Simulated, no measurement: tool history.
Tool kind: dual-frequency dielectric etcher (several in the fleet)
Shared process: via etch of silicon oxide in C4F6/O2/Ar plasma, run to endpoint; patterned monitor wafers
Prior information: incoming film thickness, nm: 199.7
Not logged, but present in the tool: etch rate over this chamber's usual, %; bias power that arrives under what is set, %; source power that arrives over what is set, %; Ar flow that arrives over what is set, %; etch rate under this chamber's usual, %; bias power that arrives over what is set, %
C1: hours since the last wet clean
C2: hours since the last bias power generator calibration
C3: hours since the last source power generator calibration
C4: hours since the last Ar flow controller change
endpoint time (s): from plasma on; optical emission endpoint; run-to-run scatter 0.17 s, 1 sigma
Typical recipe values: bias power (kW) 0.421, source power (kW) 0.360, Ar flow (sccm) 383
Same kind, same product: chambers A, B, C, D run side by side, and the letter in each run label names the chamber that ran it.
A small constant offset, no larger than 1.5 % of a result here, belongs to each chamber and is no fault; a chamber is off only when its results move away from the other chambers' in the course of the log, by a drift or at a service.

Run 1D, hour 8.5: usual settings; C1 212.7; C2 1115.9; C3 80.8; C4 1064.0. Result: endpoint time (s) 50.395.
Run 2A, hour 14.2: usual settings; C1 318.4; C2 808.8; C3 1253.6; C4 512.2. Result: endpoint time (s) 50.208.
Run 3C, hour 21.4: usual settings; C1 370.5; C2 1491.8; C3 3226.4; C4 1004.1. Result: endpoint time (s) 50.579.
Run 4B, hour 28.9: usual settings; C1 381.6; C2 2356.8; C3 244.3; C4 1302.7. Result: endpoint time (s) 50.912.
Run 5C, hour 36.8: usual settings; C1 385.9; C2 1507.2; C3 3241.8; C4 1019.5. Result: endpoint time (s) 50.379.
Run 6D, hour 46.3: usual settings; C1 250.5; C2 1153.7; C3 118.6; C4 1101.8. Result: endpoint time (s) 50.365.
Run 7B, hour 51.5: usual settings but bias power (kW) 0.384; C1 404.2; C2 2379.4; C3 266.9; C4 1325.3. Result: endpoint time (s) 52.235.
At hour 54.3: chamber B: wet clean of the chamber.
Run 8A, hour 56.1: usual settings but bias power (kW) 0.384; C1 360.3; C2 850.7; C3 1295.5; C4 554.1. Result: endpoint time (s) 51.682.
Run 9C, hour 62.3: usual settings but bias power (kW) 0.384; C1 411.4; C2 1532.7; C3 3267.3; C4 1045.0. Result: endpoint time (s) 52.448.
Run 10B, hour 72.2: usual settings but bias power (kW) 0.384; C1 18.0; C2 2400.1; C3 287.6; C4 1346.0. Result: endpoint time (s) 52.013.
Run 11A, hour 76.7: usual settings; C1 380.9; C2 871.3; C3 1316.1; C4 574.7. Result: endpoint time (s) 50.129.
Run 12D, hour 82.5: usual settings; C1 286.7; C2 1189.9; C3 154.8; C4 1138.0. Result: endpoint time (s) 50.580.
Run 13C, hour 92.2: usual settings; C1 441.3; C2 1562.6; C3 3297.2; C4 1074.9. Result: endpoint time (s) 50.548.
Run 14D, hour 97.5: usual settings; C1 301.7; C2 1204.9; C3 169.8; C4 1153.0. Result: endpoint time (s) 50.584.
Run 15A, hour 104.5: usual settings; C1 408.7; C2 899.1; C3 1343.9; C4 602.5. Result: endpoint time (s) 50.049.
Run 16B, hour 111.2: usual settings; C1 57.0; C2 2439.1; C3 326.6; C4 1385.0. Result: endpoint time (s) 50.666.
Run 17B, hour 120.0: usual settings; C1 65.8; C2 2447.9; C3 335.4; C4 1393.8. Result: endpoint time (s) 50.482.
Run 18D, hour 128.6: usual settings but bias power (kW) 0.465, Ar flow (sccm) 463; C1 332.8; C2 1236.0; C3 200.9; C4 1184.1. Result: endpoint time (s) 49.693.
Run 19A, hour 135.9: usual settings but bias power (kW) 0.465, Ar flow (sccm) 463; C1 440.1; C2 930.5; C3 1375.3; C4 633.9. Result: endpoint time (s) 49.218.
Run 20C, hour 140.8: usual settings but bias power (kW) 0.465, Ar flow (sccm) 463; C1 489.9; C2 1611.2; C3 3345.8; C4 1123.5. Result: endpoint time (s) 49.811.
Run 21A, hour 148.9: usual settings but bias power (kW) 0.465, Ar flow (sccm) 463; C1 453.1; C2 943.5; C3 1388.3; C4 646.9. Result: endpoint time (s) 49.483.
Run 22D, hour 155.3: usual settings but source power (kW) 0.420; C1 359.5; C2 1262.7; C3 227.6; C4 1210.8. Result: endpoint time (s) 47.596.
Run 23C, hour 162.2: usual settings but source power (kW) 0.420; C1 511.3; C2 1632.6; C3 3367.2; C4 1144.9. Result: endpoint time (s) 47.663.
Run 24B, hour 171.3: usual settings but source power (kW) 0.420; C1 117.1; C2 2499.2; C3 386.7; C4 1445.1. Result: endpoint time (s) 47.820.
Run 25B, hour 180.7: usual settings but source power (kW) 0.420; C1 126.5; C2 2508.6; C3 396.1; C4 1454.5. Result: endpoint time (s) 47.795.
Run 26C, hour 186.0: usual settings; C1 535.1; C2 1656.4; C3 3391.0; C4 1168.7. Result: endpoint time (s) 50.789.
Run 27A, hour 191.6: usual settings; C1 495.8; C2 986.2; C3 1431.0; C4 689.6. Result: endpoint time (s) 50.447.
Run 28D, hour 197.9: usual settings; C1 402.1; C2 1305.3; C3 270.2; C4 1253.4. Result: endpoint time (s) 50.593.
Run 29C, hour 202.9: usual settings but Ar flow (sccm) 476; C1 552.0; C2 1673.3; C3 3407.9; C4 1185.6. Result: endpoint time (s) 51.904.
Run 30A, hour 208.3: usual settings but Ar flow (sccm) 476; C1 512.5; C2 1002.9; C3 1447.7; C4 706.3. Result: endpoint time (s) 51.424.
Run 31D, hour 216.5: usual settings but Ar flow (sccm) 476; C1 420.7; C2 1323.9; C3 288.8; C4 1272.0. Result: endpoint time (s) 51.558.
Run 32B, hour 221.0: usual settings but Ar flow (sccm) 476; C1 166.8; C2 2548.9; C3 436.4; C4 1494.8. Result: endpoint time (s) 52.027.
Run 33C, hour 226.0: usual settings; C1 575.1; C2 1696.4; C3 3431.0; C4 1208.7. Result: endpoint time (s) 50.613.
Run 34B, hour 234.9: usual settings; C1 180.7; C2 2562.8; C3 450.3; C4 1508.7. Result: endpoint time (s) 50.428.

Next, every chamber runs the same settings. What will each give?
Run 35A, hour 242.0: usual settings but source power (kW) 0.420. Result: endpoint time (s) ?.
Run 35B, hour 242.0: usual settings but source power (kW) 0.420. Result: endpoint time (s) ?.
Run 35C, hour 242.0: usual settings but source power (kW) 0.420. Result: endpoint time (s) ?.
Run 35D, hour 242.0: usual settings but source power (kW) 0.420. Result: endpoint time (s) ?.

run  endpoint time (s)
35A             47.334
35B             47.662
35C             47.621
35D             47.568
